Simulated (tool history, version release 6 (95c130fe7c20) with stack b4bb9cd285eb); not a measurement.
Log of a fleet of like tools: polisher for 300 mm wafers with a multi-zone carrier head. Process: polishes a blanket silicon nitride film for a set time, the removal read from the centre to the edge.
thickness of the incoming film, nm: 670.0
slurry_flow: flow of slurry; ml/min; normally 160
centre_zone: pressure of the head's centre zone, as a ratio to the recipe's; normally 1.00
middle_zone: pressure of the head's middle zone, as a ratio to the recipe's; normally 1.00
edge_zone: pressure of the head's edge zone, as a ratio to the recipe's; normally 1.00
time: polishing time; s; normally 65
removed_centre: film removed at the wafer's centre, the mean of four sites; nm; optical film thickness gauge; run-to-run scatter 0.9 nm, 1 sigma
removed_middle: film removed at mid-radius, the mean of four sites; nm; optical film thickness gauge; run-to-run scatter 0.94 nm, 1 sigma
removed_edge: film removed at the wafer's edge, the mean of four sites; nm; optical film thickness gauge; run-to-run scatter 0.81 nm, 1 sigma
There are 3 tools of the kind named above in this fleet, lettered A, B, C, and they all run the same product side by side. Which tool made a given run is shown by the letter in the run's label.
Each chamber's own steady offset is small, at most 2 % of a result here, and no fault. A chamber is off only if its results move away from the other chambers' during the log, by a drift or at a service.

run 1C hour=13.4 | slurry_flow=160 centre_zone=1.00 middle_zone=1.00 edge_zone=1.00 time=65 | removed_centre=92.951 removed_middle=90.809 removed_edge=89.815
run 2A hour=24.0 | slurry_flow=160 centre_zone=1.00 middle_zone=1.00 edge_zone=1.00 time=65 | removed_centre=92.375 removed_middle=91.140 removed_edge=92.692
run 3B hour=38.6 | slurry_flow=160 centre_zone=1.00 middle_zone=1.00 edge_zone=1.00 time=65 | removed_centre=90.856 removed_middle=91.892 removed_edge=93.084
-- hour=41.5 chamber A: worn pad replaced by a new one
-- hour=43.1 chamber C: worn pad replaced by a new one
run 4A hour=45.5 | slurry_flow=160 centre_zone=1.00 middle_zone=1.00 edge_zone=1.00 time=65 | removed_centre=93.905 removed_middle=94.124 removed_edge=93.810
run 5C hour=57.7 | slurry_flow=160 centre_zone=1.00 middle_zone=1.00 edge_zone=1.00 time=65 | removed_centre=92.113 removed_middle=93.350 removed_edge=90.703
-- hour=63.8 chamber B: worn pad replaced by a new one
run 6B hour=70.5 | slurry_flow=160 centre_zone=1.00 middle_zone=1.00 edge_zone=1.00 time=65 | removed_centre=92.549 removed_middle=93.254 removed_edge=93.043
run 7C hour=77.7 | slurry_flow=160 centre_zone=1.00 middle_zone=1.00 edge_zone=1.00 time=65 | removed_centre=93.854 removed_middle=91.514 removed_edge=90.566
-- hour=83.1 chamber B: centre zone pressure recalibrated
run 8A hour=88.2 | slurry_flow=195 centre_zone=1.00 middle_zone=1.00 edge_zone=1.00 time=65 | removed_centre=96.377 removed_middle=95.207 removed_edge=94.145
run 9B hour=97.6 | slurry_flow=195 centre_zone=1.00 middle_zone=1.00 edge_zone=1.00 time=65 | removed_centre=94.776 removed_middle=94.695 removed_edge=93.812
run 10C hour=108.5 | slurry_flow=195 centre_zone=1.00 middle_zone=1.00 edge_zone=1.00 time=65 | removed_centre=95.887 removed_middle=96.307 removed_edge=92.923
run 11B hour=122.1 | slurry_flow=160 centre_zone=1.00 middle_zone=1.00 edge_zone=1.00 time=65 | removed_centre=91.866 removed_middle=92.655 removed_edge=91.785
-- hour=129.0 chamber C: worn pad replaced by a new one
run 12A hour=136.0 | slurry_flow=125 centre_zone=1.00 middle_zone=1.00 edge_zone=1.07 time=65 | removed_centre=87.941 removed_middle=88.067 removed_edge=92.442
-- hour=139.7 chamber A: centre zone pressure recalibrated
run 13B hour=143.2 | slurry_flow=125 centre_zone=1.00 middle_zone=1.00 edge_zone=1.07 time=65 | removed_centre=87.013 removed_middle=86.845 removed_edge=90.765
-- hour=145.6 chamber A: worn pad replaced by a new one
-- hour=150.4 chamber B: worn pad replaced by a new one
run 14C hour=153.0 | slurry_flow=125 centre_zone=1.00 middle_zone=1.00 edge_zone=1.07 time=65 | removed_centre=87.338 removed_middle=89.276 removed_edge=90.268
-- hour=155.2 chamber C: centre zone pressure recalibrated
run 15A hour=159.7 | slurry_flow=160 centre_zone=1.00 middle_zone=1.00 edge_zone=1.00 time=65 | removed_centre=92.888 removed_middle=91.813 removed_edge=92.863
run 16C hour=166.4 | slurry_flow=160 centre_zone=1.00 middle_zone=1.00 edge_zone=1.00 time=65 | removed_centre=82.231 removed_middle=94.301 removed_edge=91.695
run 17A hour=179.6 | slurry_flow=160 centre_zone=1.00 middle_zone=1.00 edge_zone=1.00 time=65 | removed_centre=93.902 removed_middle=92.931 removed_edge=92.587
run 18B hour=192.6 | slurry_flow=160 centre_zone=1.00 middle_zone=1.00 edge_zone=1.00 time=65 | removed_centre=91.244 removed_middle=91.746 removed_edge=92.882
run 19A hour=206.7 | slurry_flow=160 centre_zone=1.00 middle_zone=1.00 edge_zone=1.00 time=65 | removed_centre=93.353 removed_middle=92.817 removed_edge=93.925
-- hour=215.4 chamber C: worn pad replaced by a new one
run 20B hour=221.1 | slurry_flow=160 centre_zone=1.00 middle_zone=1.00 edge_zone=1.00 time=65 | removed_centre=92.137 removed_middle=91.419 removed_edge=91.914
run 21C hour=228.0 | slurry_flow=160 centre_zone=1.00 middle_zone=1.00 edge_zone=1.00 time=65 | removed_centre=81.131 removed_middle=92.984 removed_edge=90.700
-- hour=232.6 chamber A: worn pad replaced by a new one
-- hour=237.0 chamber C: slurry nozzle cleaned
-- hour=239.7 chamber B: worn pad replaced by a new one
run 22C hour=240.9 | slurry_flow=160 centre_zone=1.00 middle_zone=1.00 edge_zone=1.00 time=65 | removed_centre=82.428 removed_middle=92.672 removed_edge=90.440
run 23B hour=249.4 | slurry_flow=160 centre_zone=1.00 middle_zone=1.00 edge_zone=1.00 time=65 | removed_centre=93.240 removed_middle=90.949 removed_edge=93.076
run 24A hour=262.7 | slurry_flow=160 centre_zone=1.00 middle_zone=1.00 edge_zone=1.00 time=65 | removed_centre=91.540 removed_middle=92.183 removed_edge=93.108
run 25C hour=275.0 | slurry_flow=160 centre_zone=0.92 middle_zone=1.06 edge_zone=1.00 time=65 | removed_centre=75.570 removed_middle=97.761 removed_edge=90.394
-- hour=284.4 chamber C: worn pad replaced by a new one
run 26B hour=288.8 | slurry_flow=160 centre_zone=0.92 middle_zone=1.06 edge_zone=1.00 time=65 | removed_centre=83.895 removed_middle=96.908 removed_edge=93.266
run 27A hour=297.7 | slurry_flow=160 centre_zone=0.92 middle_zone=1.06 edge_zone=1.00 time=65 | removed_centre=86.028 removed_middle=97.150 removed_edge=91.796
run 28A hour=305.3 | slurry_flow=160 centre_zone=1.00 middle_zone=1.00 edge_zone=1.00 time=65 | removed_centre=93.077 removed_middle=91.562 removed_edge=93.265
-- hour=311.7 chamber A: worn pad replaced by a new one
run 29B hour=316.5 | slurry_flow=160 centre_zone=1.00 middle_zone=1.00 edge_zone=1.00 time=65 | removed_centre=92.124 removed_middle=91.133 removed_edge=92.081
run 30C hour=325.2 | slurry_flow=160 centre_zone=1.00 middle_zone=1.00 edge_zone=1.00 time=65 | removed_centre=82.105 removed_middle=94.299 removed_edge=90.909
-- hour=334.3 chamber B: worn pad replaced by a new one
run 31C hour=337.3 | slurry_flow=160 centre_zone=1.00 middle_zone=1.00 edge_zone=1.00 time=65 | removed_centre=82.954 removed_middle=91.525 removed_edge=90.987
run 32A hour=346.1 | slurry_flow=200 centre_zone=1.08 middle_zone=1.00 edge_zone=1.00 time=65 | removed_centre=104.650 removed_middle=95.319 removed_edge=95.402
run 33B hour=358.2 | slurry_flow=200 centre_zone=1.08 middle_zone=1.00 edge_zone=1.00 time=65 | removed_centre=104.300 removed_middle=95.463 removed_edge=95.579
run 34A hour=367.1 | slurry_flow=200 centre_zone=1.08 middle_zone=1.00 edge_zone=1.00 time=65 | removed_centre=106.510 removed_middle=97.056 removed_edge=95.194
-- hour=373.9 chamber C: worn pad replaced by a new one
run 35C hour=381.3 | slurry_flow=160 centre_zone=1.00 middle_zone=1.00 edge_zone=1.00 time=65 | removed_centre=82.981 removed_middle=92.123 removed_edge=90.962
run 36B hour=388.5 | slurry_flow=160 centre_zone=1.00 middle_zone=1.00 edge_zone=1.00 time=65 | removed_centre=92.203 removed_middle=91.964 removed_edge=92.021
run 37A hour=395.8 | slurry_flow=160 centre_zone=1.00 middle_zone=1.00 edge_zone=1.00 time=65 | removed_centre=92.313 removed_middle=93.095 removed_edge=93.323
run 38B hour=403.3 | slurry_flow=160 centre_zone=1.00 middle_zone=1.00 edge_zone=1.00 time=65 | removed_centre=90.025 removed_middle=91.105 removed_edge=92.741

The same settings go to every chamber for the next run, one line per chamber below. Forecast the results for each:
run 39A hour=414.2 | slurry_flow=160 centre_zone=1.00 middle_zone=1.00 edge_zone=1.00 time=49 | removed_centre=? removed_middle=? removed_edge=?
run 39B hour=414.2 | slurry_flow=160 centre_zone=1.00 middle_zone=1.00 edge_zone=1.00 time=49 | removed_centre=? removed_middle=? removed_edge=?
run 39C hour=414.2 | slurry_flow=160 centre_zone=1.00 middle_zone=1.00 edge_zone=1.00 time=49 | removed_centre=? removed_middle=? removed_edge=?

run=39A removed_centre=68.627 removed_middle=70.533 removed_edge=70.653
run=39B removed_centre=69.558 removed_middle=68.521 removed_edge=69.864
run=39C removed_centre=62.528 removed_middle=70.310 removed_edge=68.378
